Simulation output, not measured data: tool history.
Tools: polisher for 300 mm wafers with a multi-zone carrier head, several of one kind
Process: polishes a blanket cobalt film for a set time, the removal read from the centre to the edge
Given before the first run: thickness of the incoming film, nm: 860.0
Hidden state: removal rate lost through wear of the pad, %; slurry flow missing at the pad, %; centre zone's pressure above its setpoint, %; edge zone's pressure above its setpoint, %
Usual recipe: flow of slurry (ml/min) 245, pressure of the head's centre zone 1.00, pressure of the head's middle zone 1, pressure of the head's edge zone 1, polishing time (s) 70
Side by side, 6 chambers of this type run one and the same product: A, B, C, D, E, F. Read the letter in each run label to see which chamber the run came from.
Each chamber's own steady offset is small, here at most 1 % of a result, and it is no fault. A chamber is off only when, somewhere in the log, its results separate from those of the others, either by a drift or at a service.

run   hour  flow of slurry (ml/min)  pressure of the head's centre zone  pressure of the head's middle zone  pressure of the head's edge zone  polishing time (s)  wafers polished on this pad  hours since the slurry nozzle was cleaned  hours since the centre zone pressure was calibrated  hours since the edge zone pressure was calibrated  film removed at the wafer's centre (angstrom)  film removed at mid-radius (angstrom)  film removed at the wafer's edge (angstrom)
       5.3  -- chamber E: worn pad replaced by a new one
 1B    8.8                      245                                1.00                                   1                                 1                  70                          331                                      279.3                                               1014.5                                              108.2                                         3500.6                                 3594.7                                       3523.8
      14.5  -- chamber D: worn pad replaced by a new one
 2A   20.2                      245                                1.00                                   1                                 1                  70                          530                                      276.4                                                565.1                                              156.4                                         3568.2                                 3557.3                                       3515.4
      24.7  -- chamber D: centre zone pressure recalibrated
      26.8  -- chamber F: worn pad replaced by a new one
 3F   31.0                      245                                1.00                                   1                                 1                  70                           50                                      167.7                                                747.1                                              623.0                                         3552.9                                 3491.3                                       3532.1
      31.1  -- chamber B: slurry nozzle cleaned
 4D   39.1                      245                                1.00                                   1                                 1                  70                          292                                      186.3                                                 14.4                                              970.8                                         3506.3                                 3542.4                                       3526.3
 5E   46.0                      245                                1.00                                   1                                 1                  70                          483                                      202.3                                                146.7                                              400.4                                         3625.7                                 3543.5                                       3489.0
 6C   55.4                      245                                1.00                                   1                                 1                  70                          864                                      187.1                                                657.2                                              164.2                                         3477.1                                 3582.2                                       3594.3
 7F   62.4                      245                                1.00                                   1                                 1                  70                          423                                      199.1                                                778.5                                              654.4                                         3478.1                                 3453.3                                       3579.9
      67.6  -- chamber B: worn pad replaced by a new one
 8B   68.0                      245                                1.00                                   1                                 1                  70                            5                                       37.0                                               1073.7                                              167.4                                         3581.7                                 3572.2                                       3531.5
      69.0  -- chamber E: worn pad replaced by a new one
      71.3  -- chamber D: edge zone pressure recalibrated
 9A   78.2                      245                                1.00                                   1                                 1                  70                         1220                                      334.4                                                623.1                                              214.4                                         3536.7                                 3638.3                                       3516.1
10D   86.5                      245                                1.00                                   1                                 1                  70                          855                                      233.7                                                 61.8                                               15.2                                         3530.2                                 3501.1                                       3509.5
11E   93.4                      195                                1.00                                   1                                 1                  70                          290                                      249.7                                                194.1                                              447.8                                         3418.0                                 3366.4                                       3491.6
12C   98.9                      195                                1.00                                   1                                 1                  70                         1381                                      230.6                                                700.7                                              207.7                                         3436.1                                 3507.4                                       3516.6
     103.0  -- chamber E: slurry nozzle cleaned
     103.1  -- chamber C: worn pad replaced by a new one
     105.1  -- chamber D: worn pad replaced by a new one
     108.0  -- chamber A: worn pad replaced by a new one
13A  109.6                      195                                1.00                                   1                                 1                  70                           20                                      365.8                                                654.5                                              245.8                                         3431.2                                 3430.8                                       3504.9
     112.9  -- chamber A: slurry nozzle cleaned
     117.5  -- chamber B: centre zone pressure recalibrated
     119.8  -- chamber F: worn pad replaced by a new one
14F  120.1                      195                                1.00                                   1                                 1                  70                            3                                      256.8                                                836.2                                              712.1                                         3460.7                                 3500.2                                       3449.4
15C  126.8                      195                                1.00                                   1                                 1                  70                          282                                      258.5                                                728.6                                              235.6                                         3463.9                                 3437.3                                       3502.6
16E  137.7                      195                                1.00                                   1                                 1                  70                          816                                       34.7                                                238.4                                              492.1                                         3421.2                                 3446.5                                       3443.6
17D  146.6                      245                                1.00                                   1                                 1                  70                          494                                      293.8                                                121.9                                               75.3                                         3491.7                                 3499.5                                       3489.4
     146.7  -- chamber E: worn pad replaced by a new one
     152.1  -- chamber B: worn pad replaced by a new one
18B  157.1                      245                                1.00                                   1                                 1                  70                           59                                      126.1                                                 39.7                                              256.5                                         3535.3                                 3478.5                                       3553.7
19C  162.7                      245                                1.00                                   1                                 1                  70                          709                                      294.4                                                764.5                                              271.5                                         3541.4                                 3584.7                                       3524.0
20B  171.1                      195                                0.92                                   1                                 1                  70                          226                                      140.1                                                 53.7                                              270.5                                         3153.2                                 3431.1                                       3413.8
21F  178.8                      195                                0.92                                   1                                 1                  70                          701                                      315.5                                                894.9                                              770.8                                         3064.0                                 3487.0                                       3490.2
22D  184.1                      195                                0.92                                   1                                 1                  70                          939                                      331.3                                                159.4                                              112.8                                         3054.4                                 3346.6                                       3362.8
23E  190.1                      195                                0.92                                   1                                 1                  70                          516                                       87.1                                                290.8                                              544.5                                         3189.5                                 3451.6                                       3417.4
     192.2  -- chamber D: worn pad replaced by a new one
     196.4  -- chamber F: edge zone pressure recalibrated
24A  197.4                      195                                0.92                                   1                                 1                  70                         1063                                       84.5                                                742.3                                              333.6                                         3155.7                                 3446.0                                       3470.4
25D  203.1                      195                                0.92                                   1                                 1                  70                          129                                      350.3                                                178.4                                              131.8                                         3037.0                                 3279.0                                       3317.2
26B  212.3                      245                                1.00                                   1                                 1                  70                          715                                      181.3                                                 94.9                                              311.7                                         3522.1                                 3556.8                                       3516.2
     214.0  -- chamber F: worn pad replaced by a new one
     215.1  -- chamber E: worn pad replaced by a new one
27F  220.8                      245                                1.00                                   1                                 1                  70                           81                                      357.5                                                936.9                                               24.4                                         3542.3                                 3539.1                                       3540.7
     224.2  -- chamber B: worn pad replaced by a new one
28C  227.2                      245                                1.00                                   1                                 1                  70                         1476                                      358.9                                                829.0                                              336.0                                         3495.1                                 3484.5                                       3550.7
     228.0  -- chamber C: worn pad replaced by a new one
29E  233.0                      245                                1.05                                   1                                 1                  60                          213                                      130.0                                                333.7                                              587.4                                         3249.8                                 3026.1                                       3075.6
     233.1  -- chamber C: slurry nozzle cleaned
30A  243.0                      245                                1.05                                   1                                 1                  60                         1605                                      130.1                                                787.9                                              379.2                                         3210.5                                 3017.0                                       3034.4
     245.0  -- chamber A: worn pad replaced by a new one
31D  253.0                      245                                1.05                                   1                                 1                  60                          722                                      400.2                                                228.3                                              181.7                                         3120.8                                 2921.7                                       2989.9
32F  262.1                      245                                1.05                                   1                                 1                  60                          571                                      398.8                                                978.2                                               65.7                                         3214.1                                 3021.4                                       3044.8
33E  273.0                      245                                1.05                                   1                                 1                  60                          689                                      170.0                                                373.7                                              627.4                                         3211.7                                 3024.7                                       3051.8
     277.3  -- chamber D: worn pad replaced by a new one
34B  281.0                      245                                1.05                                   1                                 1                  60                          675                                      250.0                                                163.6                                              380.4                                         3161.3                                 3008.9                                       2999.0
35C  286.4                      245                                1.00                                   1                                 1                  70                          695                                       53.3                                                888.2                                              395.2                                         3577.0                                 3647.5                                       3572.7
     289.1  -- chamber B: slurry nozzle cleaned
     295.6  -- chamber B: worn pad replaced by a new one
     297.1  -- chamber F: worn pad replaced by a new one
36A  297.5                      245                                1.00                                   1                                 1                  70                          624                                      184.6                                                842.4                                              433.7                                         3520.7                                 3505.7                                       3572.2
37F  303.9                      185                                1.00                                   1                                 1                  70                           81                                      440.6                                               1020.0                                              107.5                                         3398.9                                 3382.5                                       3428.2
38D  313.3                      185                                1.00                                   1                                 1                  70                          428                                      460.5                                                288.6                                              242.0                                         3134.4                                 3164.9                                       3272.4
39C  319.7                      185                                1.00                                   1                                 1                  70                         1090                                       86.6                                                921.5                                              428.5                                         3360.3                                 3470.6                                       3443.1
40B  325.4                      185                                1.00                                   1                                 1                  70                          354                                       36.4                                                208.0                                              424.8                                         3433.7                                 3427.3                                       3403.0
41A  335.3                      185                                1.00                                   1                                 1                  70                         1073                                      222.4                                                880.2                                              471.5                                         3412.0                                 3457.6                                       3442.6

For the next run the whole fleet of 6 chambers uses the same settings. Give each chamber's results:
42A  343.6                      245                                1.00                                   1                                 1                  51                                                                                                                                                                                                                              ?                                      ?                                            ?
42B  343.6                      245                                1.00                                   1                                 1                  51                                                                                                                                                                                                                              ?                                      ?                                            ?
42C  343.6                      245                                1.00                                   1                                 1                  51                                                                                                                                                                                                                              ?                                      ?                                            ?
42D  343.6                      245                                1.00                                   1                                 1                  51                                                                                                                                                                                                                              ?                                      ?                                            ?
42E  343.6                      245                                1.00                                   1                                 1                  51                                                                                                                                                                                                                              ?                                      ?                                            ?
42F  343.6                      245                                1.00                                   1                                 1                  51                                                                                                                                                                                                                              ?                                      ?                                            ?

run  film removed at the wafer's centre (angstrom)  film removed at mid-radius (angstrom)  film removed at the wafer's edge (angstrom)
42A                                         2563.8                                 2612.3                                       2590.5
42B                                         2589.0                                 2589.5                                       2557.0
42C                                         2560.4                                 2549.9                                       2603.5
42D                                         2402.8                                 2371.0                                       2423.1
42E                                         2594.0                                 2564.3                                       2603.9
42F                                         2543.7                                 2609.0                                       2567.0

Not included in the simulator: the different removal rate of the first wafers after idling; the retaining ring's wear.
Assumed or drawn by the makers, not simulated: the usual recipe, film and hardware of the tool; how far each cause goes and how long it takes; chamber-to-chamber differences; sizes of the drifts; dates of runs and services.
